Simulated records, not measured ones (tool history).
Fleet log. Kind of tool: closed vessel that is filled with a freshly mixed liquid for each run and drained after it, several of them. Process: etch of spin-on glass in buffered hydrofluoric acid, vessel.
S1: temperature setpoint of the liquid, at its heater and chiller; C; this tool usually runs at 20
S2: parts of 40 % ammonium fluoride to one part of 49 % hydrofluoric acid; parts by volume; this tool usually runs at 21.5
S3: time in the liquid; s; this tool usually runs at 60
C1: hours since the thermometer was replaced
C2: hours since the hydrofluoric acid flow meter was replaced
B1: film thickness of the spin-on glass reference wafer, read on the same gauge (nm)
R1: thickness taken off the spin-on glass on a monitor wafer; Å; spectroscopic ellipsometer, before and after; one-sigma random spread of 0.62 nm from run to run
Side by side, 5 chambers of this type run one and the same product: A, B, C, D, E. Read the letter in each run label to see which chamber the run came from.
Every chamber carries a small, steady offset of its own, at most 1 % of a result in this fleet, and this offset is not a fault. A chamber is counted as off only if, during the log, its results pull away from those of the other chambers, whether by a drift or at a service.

| run | hour | S1 | S2 | S3 | C1 | C2 | B1 | R1 |
|---|---|---|---|---|---|---|---|---|
| 1A | 2.9 | 20 | 21.5 | 60 | 803.0 | 67.5 | 80.066 | 799.39 |
| 2B | 7.9 | 20 | 21.5 | 60 | 1150.0 | 1578.4 | 79.973 | 794.81 |
| 3E | 11.8 | 20 | 21.5 | 60 | 1420.2 | 403.6 | 79.980 | 789.51 |
| 4C | 15.0 | 20 | 21.5 | 60 | 2084.1 | 438.1 | 79.995 | 799.87 |
| 5D | 20.7 | 20 | 21.5 | 60 | 1171.5 | 1096.8 | 79.982 | 787.77 |
| 6A | 24.3 | 20 | 21.5 | 60 | 824.4 | 88.9 | 80.007 | 796.70 |
| 7D | 27.4 | 20 | 21.5 | 60 | 1178.2 | 1103.5 | 80.020 | 795.83 |
| 8B | 31.6 | 20 | 21.5 | 60 | 1173.7 | 1602.1 | 80.031 | 803.83 |
| 9C | 37.1 | 20 | 21.5 | 60 | 2106.2 | 460.2 | 80.014 | 808.71 |
| 10E | 41.9 | 20 | 21.5 | 60 | 1450.3 | 433.7 | 80.028 | 813.26 |
| 11C | 45.4 | 20 | 21.5 | 60 | 2114.5 | 468.5 | 80.010 | 800.09 |
| 12D | 49.6 | 20 | 21.5 | 60 | 1200.4 | 1125.7 | 79.997 | 794.94 |
| 13B | 53.5 | 20 | 21.5 | 60 | 1195.6 | 1624.0 | 80.011 | 795.20 |
| 14E | 57.6 | 20 | 21.5 | 60 | 1466.0 | 449.4 | 79.983 | 788.28 |
| 15A | 62.5 | 20 | 21.5 | 60 | 862.6 | 127.1 | 79.954 | 788.24 |
| 16B | 65.9 | 20 | 21.5 | 60 | 1208.0 | 1636.4 | 79.984 | 796.74 |
| 17D | 69.7 | 20 | 21.5 | 60 | 1220.5 | 1145.8 | 80.018 | 793.30 |
| 18C | 75.4 | 20 | 21.5 | 60 | 2144.5 | 498.5 | 80.014 | 805.87 |
| 19A | 81.1 | 20 | 21.5 | 60 | 881.2 | 145.7 | 79.989 | 779.40 |
| 20E | 85.2 | 20 | 17.5 | 60 | 1493.6 | 477.0 | 79.991 | 967.96 |
| 21A | 89.0 | 20 | 17.5 | 60 | 889.1 | 153.6 | 79.981 | 935.37 |
| 22D | 94.6 | 20 | 17.5 | 60 | 1245.4 | 1170.7 | 79.952 | 955.71 |
| 23C | 100.2 | 20 | 17.5 | 60 | 2169.3 | 523.3 | 79.945 | 975.76 |
| 24B | 103.9 | 20 | 17.5 | 60 | 1246.0 | 1674.4 | 80.013 | 961.40 |
| 25E | 106.6 | 20 | 21.5 | 60 | 1515.0 | 498.4 | 79.969 | 799.09 |
| 26A | 109.3 | 20 | 21.5 | 60 | 909.4 | 173.9 | 79.997 | 772.73 |
| 27B | 113.8 | 20 | 21.5 | 60 | 1255.9 | 1684.3 | 79.987 | 790.56 |
| 28C | 116.8 | 20 | 21.5 | 60 | 2185.9 | 539.9 | 79.979 | 799.64 |
| 29D | 119.9 | 20 | 21.5 | 60 | 1270.7 | 1196.0 | 79.969 | 817.53 |
| 30E | 124.5 | 20 | 21.5 | 60 | 1532.9 | 516.3 | 80.012 | 796.81 |
| 31C | 128.0 | 20 | 15.0 | 60 | 2197.1 | 551.1 | 80.021 | 1125.10 |
| 32D | 131.5 | 20 | 15.0 | 60 | 1282.3 | 1207.6 | 79.987 | 1108.40 |
| 33E | 136.3 | 20 | 15.0 | 60 | 1544.7 | 528.1 | 79.976 | 1117.40 |
| 34B | 140.4 | 20 | 15.0 | 60 | 1282.5 | 1710.9 | 79.919 | 1111.90 |
| 35A | 145.0 | 20 | 15.0 | 60 | 945.1 | 209.6 | 79.987 | 1055.40 |
| 36D | 147.7 | 20 | 21.5 | 60 | 1298.5 | 1223.8 | 80.057 | 801.98 |
| 37B | 151.9 | 20 | 27.5 | 60 | 1294.0 | 1722.4 | 79.966 | 662.07 |
| 38E | 154.8 | 20 | 27.5 | 60 | 1563.2 | 546.6 | 80.052 | 674.21 |
| 39C | 159.2 | 20 | 27.5 | 60 | 2228.3 | 582.3 | 80.022 | 667.92 |
| 40A | 162.4 | 20 | 27.5 | 60 | 962.5 | 227.0 | 79.980 | 637.34 |
| 41E | 165.6 | 20 | 27.5 | 60 | 1574.0 | 557.4 | 80.012 | 670.98 |

Has any chamber moved away from the others, gradually or after a service, or does the common gauge drift, or do the chambers differ only by their own small steady offsets? State the chamber and the most likely cause if one applies.

One chamber, A, drifts off from the rest bit by bit.
Likeliest cause: liquid colder than its thermometer reads (K) = 1.06.
Not necessarily distinguishable in this log from: hydrofluoric acid flow below the setpoint (%).

Here are 4 candidates for chamber A's next run, each the usual settings with a change, their results left as question marks. Which one brings its results back in line with what the others give on the usual settings?
A result is in line if it is within this distance of the other chambers' mean on the usual settings: R1 22.00 Å
| 42A-1 | 169.7 | 19 | 21.5 | 60 |  |  |  | ? |
| 42A-2 | 169.7 | 21 | 21.5 | 60 |  |  |  | ? |
| 42A-3 | 169.7 | 20 | 21.0 | 65 |  |  |  | ? |
| 42A-4 | 169.7 | 19 | 23.0 | 60 |  |  |  | ? |

On the usual settings, the other chambers give on average: R1 797.10 Å
| run | R1 |
|---|---|
| 42A-1 | 712.46 |
| 42A-2 | 797.37 |
| 42A-3 | 830.37 |
| 42A-4 | 679.83 |
42A-2 puts the chamber back in line with the other chambers.

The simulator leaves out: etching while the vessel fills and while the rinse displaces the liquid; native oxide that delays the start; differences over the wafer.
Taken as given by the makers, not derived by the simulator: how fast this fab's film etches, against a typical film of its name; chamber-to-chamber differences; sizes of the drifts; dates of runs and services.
